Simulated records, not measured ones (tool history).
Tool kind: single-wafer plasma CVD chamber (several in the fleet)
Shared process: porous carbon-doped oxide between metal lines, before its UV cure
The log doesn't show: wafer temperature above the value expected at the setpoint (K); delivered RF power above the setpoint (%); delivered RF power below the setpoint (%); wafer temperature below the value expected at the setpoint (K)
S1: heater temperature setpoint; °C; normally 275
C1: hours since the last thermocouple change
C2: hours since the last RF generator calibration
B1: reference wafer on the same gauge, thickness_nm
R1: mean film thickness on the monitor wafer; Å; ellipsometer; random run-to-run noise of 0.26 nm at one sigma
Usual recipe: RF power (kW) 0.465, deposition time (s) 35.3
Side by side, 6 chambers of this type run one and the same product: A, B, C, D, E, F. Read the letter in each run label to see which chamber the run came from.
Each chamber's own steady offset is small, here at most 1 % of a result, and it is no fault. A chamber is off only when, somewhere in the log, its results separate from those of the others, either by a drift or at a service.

run 1B hour=8.3 | S1=275 RF_power_(kW)=0.465 deposition_time_(s)=35.3 | C1=163.3 C2=635.8 | B1=218.03 | R1=2112.2
run 2F hour=17.3 | S1=275 RF_power_(kW)=0.465 deposition_time_(s)=35.3 | C1=903.8 C2=721.5 | B1=218.08 | R1=2088.2
run 3D hour=23.9 | S1=275 RF_power_(kW)=0.465 deposition_time_(s)=35.3 | C1=370.9 C2=607.6 | B1=218.09 | R1=2125.5
run 4A hour=33.0 | S1=275 RF_power_(kW)=0.465 deposition_time_(s)=35.3 | C1=427.8 C2=956.8 | B1=218.16 | R1=2105.3
run 5E hour=39.9 | S1=275 RF_power_(kW)=0.465 deposition_time_(s)=35.3 | C1=1035.5 C2=1245.9 | B1=218.14 | R1=2129.0
run 6C hour=47.2 | S1=275 RF_power_(kW)=0.465 deposition_time_(s)=35.3 | C1=1709.2 C2=554.2 | B1=218.16 | R1=2102.9
run 7C hour=55.7 | S1=275 RF_power_(kW)=0.465 deposition_time_(s)=35.3 | C1=1717.7 C2=562.7 | B1=218.15 | R1=2101.8
run 8F hour=62.7 | S1=275 RF_power_(kW)=0.465 deposition_time_(s)=35.3 | C1=949.2 C2=766.9 | B1=218.23 | R1=2089.4
run 9D hour=70.2 | S1=275 RF_power_(kW)=0.465 deposition_time_(s)=35.3 | C1=417.2 C2=653.9 | B1=218.27 | R1=2129.0
run 10B hour=75.3 | S1=275 RF_power_(kW)=0.465 deposition_time_(s)=35.3 | C1=230.3 C2=702.8 | B1=218.32 | R1=2110.1
run 11E hour=81.7 | S1=275 RF_power_(kW)=0.465 deposition_time_(s)=35.3 | C1=1077.3 C2=1287.7 | B1=218.32 | R1=2126.1
run 12A hour=86.8 | S1=275 RF_power_(kW)=0.465 deposition_time_(s)=35.3 | C1=481.6 C2=1010.6 | B1=218.39 | R1=2102.9
run 13F hour=92.7 | S1=275 RF_power_(kW)=0.465 deposition_time_(s)=35.3 | C1=979.2 C2=796.9 | B1=218.45 | R1=2090.7
run 14C hour=100.0 | S1=275 RF_power_(kW)=0.465 deposition_time_(s)=35.3 | C1=1762.0 C2=607.0 | B1=218.39 | R1=2104.9
run 15B hour=108.2 | S1=265 RF_power_(kW)=0.465 deposition_time_(s)=28.7 | C1=263.2 C2=735.7 | B1=218.37 | R1=1845.7
run 16D hour=116.6 | S1=265 RF_power_(kW)=0.465 deposition_time_(s)=28.7 | C1=463.6 C2=700.3 | B1=218.54 | R1=1861.3
-- hour=120.2 chamber E: RF generator calibrated
run 17E hour=122.1 | S1=265 RF_power_(kW)=0.465 deposition_time_(s)=28.7 | C1=1117.7 C2=1.9 | B1=218.46 | R1=1860.3
run 18A hour=129.2 | S1=265 RF_power_(kW)=0.465 deposition_time_(s)=28.7 | C1=524.0 C2=1053.0 | B1=218.54 | R1=1840.0
run 19A hour=135.4 | S1=265 RF_power_(kW)=0.465 deposition_time_(s)=28.7 | C1=530.2 C2=1059.2 | B1=218.60 | R1=1842.2
-- hour=143.9 chamber A: RF generator calibrated
run 20B hour=144.3 | S1=265 RF_power_(kW)=0.465 deposition_time_(s)=28.7 | C1=299.3 C2=771.8 | B1=218.57 | R1=1848.2
run 21F hour=151.0 | S1=275 RF_power_(kW)=0.465 deposition_time_(s)=35.3 | C1=1037.5 C2=855.2 | B1=218.62 | R1=2090.6
run 22D hour=160.0 | S1=275 RF_power_(kW)=0.465 deposition_time_(s)=35.3 | C1=507.0 C2=743.7 | B1=218.67 | R1=2133.4
run 23C hour=167.7 | S1=275 RF_power_(kW)=0.465 deposition_time_(s)=35.3 | C1=1829.7 C2=674.7 | B1=218.74 | R1=2104.0
run 24E hour=176.3 | S1=275 RF_power_(kW)=0.465 deposition_time_(s)=35.3 | C1=1171.9 C2=56.1 | B1=218.71 | R1=2137.9
run 25E hour=184.5 | S1=275 RF_power_(kW)=0.465 deposition_time_(s)=35.3 | C1=1180.1 C2=64.3 | B1=218.71 | R1=2137.5
run 26F hour=189.1 | S1=275 RF_power_(kW)=0.465 deposition_time_(s)=35.3 | C1=1075.6 C2=893.3 | B1=218.83 | R1=2092.3
run 27B hour=194.9 | S1=275 RF_power_(kW)=0.465 deposition_time_(s)=35.3 | C1=349.9 C2=822.4 | B1=218.83 | R1=2116.3
run 28C hour=201.2 | S1=275 RF_power_(kW)=0.465 deposition_time_(s)=35.3 | C1=1863.2 C2=708.2 | B1=218.82 | R1=2110.5
run 29A hour=208.0 | S1=275 RF_power_(kW)=0.465 deposition_time_(s)=37.8 | C1=602.8 C2=64.2 | B1=218.83 | R1=2257.0
run 30D hour=215.6 | S1=275 RF_power_(kW)=0.465 deposition_time_(s)=37.8 | C1=562.6 C2=799.3 | B1=218.83 | R1=2286.4
run 31F hour=221.7 | S1=275 RF_power_(kW)=0.465 deposition_time_(s)=37.8 | C1=1108.2 C2=925.9 | B1=218.91 | R1=2238.9
run 32A hour=227.6 | S1=275 RF_power_(kW)=0.465 deposition_time_(s)=37.8 | C1=622.4 C2=83.8 | B1=218.91 | R1=2257.8
run 33C hour=232.7 | S1=275 RF_power_(kW)=0.465 deposition_time_(s)=37.8 | C1=1894.7 C2=739.7 | B1=218.99 | R1=2255.4
run 34B hour=239.0 | S1=275 RF_power_(kW)=0.465 deposition_time_(s)=37.8 | C1=394.0 C2=866.5 | B1=219.00 | R1=2263.4
run 35D hour=248.1 | S1=268 RF_power_(kW)=0.465 deposition_time_(s)=35.3 | C1=595.1 C2=831.8 | B1=218.99 | R1=2233.1
run 36E hour=255.2 | S1=268 RF_power_(kW)=0.465 deposition_time_(s)=35.3 | C1=1250.8 C2=135.0 | B1=219.03 | R1=2232.5
run 37E hour=259.3 | S1=268 RF_power_(kW)=0.465 deposition_time_(s)=35.3 | C1=1254.9 C2=139.1 | B1=219.01 | R1=2238.9

Decide between three cases: one chamber stands off from its peers, the gauge reading all wafers drifts, or nothing is wrong past each chamber's small offset. Where a chamber is off, say which and what most likely put it there.

The shared gauge is drifting. All chambers look as if they move in step, but none is off.
What lies behind it: gauge reads high (%) = 0.497.
